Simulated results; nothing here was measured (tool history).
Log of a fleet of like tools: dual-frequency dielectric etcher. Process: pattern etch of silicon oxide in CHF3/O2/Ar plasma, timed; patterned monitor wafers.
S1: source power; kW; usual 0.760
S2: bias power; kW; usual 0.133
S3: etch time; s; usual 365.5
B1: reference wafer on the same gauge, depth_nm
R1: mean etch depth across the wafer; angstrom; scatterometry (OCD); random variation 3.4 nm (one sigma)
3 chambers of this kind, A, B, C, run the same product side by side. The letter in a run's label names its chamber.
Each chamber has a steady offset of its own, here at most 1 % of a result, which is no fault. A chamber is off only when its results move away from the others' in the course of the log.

run	hour	S1	S2	S3	B1	R1
1C	3.3	0.760	0.133	365.5	642.77	7249.9
2A	7.3	0.760	0.133	365.5	643.02	7262.1
3B	11.7	0.760	0.133	365.5	643.25	7143.0
4B	14.6	0.760	0.133	365.5	642.61	7134.3
5A	19.4	0.760	0.133	365.5	643.44	7235.4
6C	23.9	0.760	0.133	365.5	643.27	7180.9
7B	27.0	0.760	0.133	365.5	642.78	7201.6
8C	30.0	0.760	0.133	365.5	643.32	7161.7
9A	34.4	0.760	0.133	365.5	643.55	7267.6
10C	38.8	0.760	0.133	365.5	642.77	7163.2
11A	42.5	0.760	0.133	365.5	642.97	7267.5
12B	46.8	0.760	0.133	365.5	643.37	7182.5
13B	49.5	0.760	0.133	365.5	642.63	7161.7
14C	52.3	0.760	0.133	365.5	643.23	7150.0
15A	56.7	0.760	0.133	365.5	643.61	7201.4
16A	59.8	0.760	0.133	365.5	643.20	7240.9
# hour 62.8: chamber A: wet clean of the chamber
17B	63.0	0.760	0.133	365.5	642.82	7147.3
18C	67.3	0.760	0.133	365.5	643.00	7150.9
19C	72.3	0.760	0.133	463.5	643.68	9162.0
20A	77.4	0.760	0.133	463.5	642.55	9601.4
21B	81.0	0.760	0.133	463.5	642.34	9086.8
22B	83.3	0.760	0.133	365.5	643.64	7139.5
23A	86.9	0.760	0.133	365.5	643.36	7598.4
24C	90.9	0.760	0.133	365.5	642.83	7198.4
25A	94.7	0.760	0.133	365.5	642.02	7641.7
26B	98.7	0.760	0.133	365.5	643.88	7158.6
27C	101.0	0.760	0.133	365.5	642.57	7159.2
28A	104.1	0.760	0.133	365.5	642.91	7626.3
29B	108.6	0.760	0.133	365.5	643.74	7078.9
30C	111.6	0.670	0.133	271.0	642.23	5068.2
31A	114.3	0.670	0.133	271.0	643.32	5374.8
32C	119.1	0.670	0.133	271.0	643.95	5067.6
33B	122.9	0.760	0.150	365.5	642.68	7464.8
34C	127.3	0.760	0.150	365.5	642.67	7476.4
35A	131.2	0.760	0.150	365.5	643.52	7867.3
36B	136.3	0.760	0.133	365.5	643.41	7161.9
37C	138.7	0.760	0.133	365.5	642.61	7235.1
38A	143.2	0.760	0.133	365.5	643.07	7558.6
39B	147.7	0.760	0.133	365.5	642.81	7120.9
40B	151.9	0.760	0.133	365.5	642.51	7153.0
41C	156.5	0.760	0.133	365.5	642.08	7154.6

Next, every chamber runs the same settings. What will each give?
42A	160.3	0.760	0.133	365.5		?
42B	160.3	0.760	0.133	365.5		?
42C	160.3	0.760	0.133	365.5		?

run	R1
42A	7620.3
42B	7147.8
42C	7153.3

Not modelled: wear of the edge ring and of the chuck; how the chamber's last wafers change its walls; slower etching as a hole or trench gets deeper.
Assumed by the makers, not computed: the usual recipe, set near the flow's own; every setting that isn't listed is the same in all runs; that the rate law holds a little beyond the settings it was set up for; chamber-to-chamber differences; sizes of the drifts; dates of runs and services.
